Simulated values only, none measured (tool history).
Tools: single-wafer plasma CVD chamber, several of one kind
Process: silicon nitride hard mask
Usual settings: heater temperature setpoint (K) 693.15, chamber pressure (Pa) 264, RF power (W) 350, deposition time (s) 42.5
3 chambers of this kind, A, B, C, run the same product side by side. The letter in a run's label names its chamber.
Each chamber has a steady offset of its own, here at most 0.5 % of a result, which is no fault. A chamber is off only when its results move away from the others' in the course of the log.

run,hour,heater temperature setpoint (K),chamber pressure (Pa),RF power (W),deposition time (s),hours since the last thermocouple change,hours since the last RF generator calibration,hours since the last manometer calibration,"read-back reference wafer on the same gauge, thickness_nm",mean film thickness on the monitor wafer (nm)
# hour 3.6: chamber C: thermocouple changed; heater temperature recalibrated
1C,7.0,693.15,264,350,42.5,3.5,98.5,800.5,50.709,56.785
2A,15.9,693.15,264,350,42.5,402.5,519.1,200.0,50.701,56.946
3B,23.6,693.15,264,350,42.5,1004.7,445.1,167.0,50.712,57.070
4A,31.7,693.15,264,350,42.5,418.3,534.9,215.8,50.735,57.102
5C,39.2,693.15,264,350,42.5,35.7,130.7,832.7,50.716,56.591
6B,46.6,698.15,264,350,42.5,1027.7,468.1,190.0,50.691,56.991
7A,55.7,698.15,264,350,42.5,442.3,558.9,239.8,50.717,56.911
8B,63.4,698.15,264,350,42.5,1044.5,484.9,206.8,50.681,56.983
9C,72.3,693.15,264,350,42.5,68.8,163.8,865.8,50.706,56.581
10C,81.3,693.15,264,350,42.5,77.8,172.8,874.8,50.707,56.709
11A,85.9,693.15,264,295,42.5,472.5,589.1,270.0,50.713,51.197
# hour 89.0: chamber C: capacitance manometer re-zeroed and calibrated
12B,93.1,693.15,264,295,42.5,1074.2,514.6,236.5,50.704,50.814
13A,99.4,693.15,264,295,42.5,486.0,602.6,283.5,50.688,50.987
14B,108.2,693.15,264,305,42.5,1089.3,529.7,251.6,50.713,52.292
15C,117.1,693.15,264,305,42.5,113.6,208.6,28.2,50.706,51.137
16C,123.4,693.15,264,305,42.5,119.9,214.9,34.5,50.688,51.264
17A,132.7,693.15,264,350,47.4,519.3,635.9,316.8,50.696,63.277
18B,137.9,693.15,264,350,47.4,1119.0,559.4,281.3,50.689,63.607
19A,145.0,693.15,264,350,47.4,531.6,648.2,329.1,50.679,63.628
20B,152.2,693.15,264,350,42.5,1133.3,573.7,295.6,50.683,57.021
21C,161.5,693.15,264,350,42.5,158.0,253.0,72.6,50.702,55.672
22C,165.7,693.15,264,350,42.5,162.2,257.2,76.8,50.701,55.971
23A,173.9,693.15,264,350,42.5,560.5,677.1,358.0,50.724,57.053
24B,180.3,693.15,264,350,42.5,1161.4,601.8,323.7,50.712,56.982
25C,186.5,705.15,264,350,35.0,183.0,278.0,97.6,50.718,45.793

Is one chamber off against the others, does the gauge drift, or is nothing wrong? If a chamber is off, say which, and what the likeliest cause is.

A service left chamber C off against the others.
Cause: true pressure below the setpoint (%) = 4.69.

Here are 4 candidates for chamber C's next run, each the usual settings with a change, their results left as question marks. Which one brings its results back in line with what the others give on the usual settings?
In line means no further than this from the other chambers' mean on the usual settings: mean film thickness on the monitor wafer (nm) 0.460
26C-1,193.3,693.15,264,350,42.6,,,,,?
26C-2,193.3,705.15,264,350,42.5,,,,,?
26C-3,193.3,693.15,265,355,43.0,,,,,?
26C-4,193.3,693.15,264,340,42.5,,,,,?

The other chambers' mean on the usual settings: mean film thickness on the monitor wafer (nm) 57.010
run,mean film thickness on the monitor wafer (nm)
26C-1,55.888
26C-2,55.459
26C-3,56.978
26C-4,54.790
26C-3 brings the chamber back in line.

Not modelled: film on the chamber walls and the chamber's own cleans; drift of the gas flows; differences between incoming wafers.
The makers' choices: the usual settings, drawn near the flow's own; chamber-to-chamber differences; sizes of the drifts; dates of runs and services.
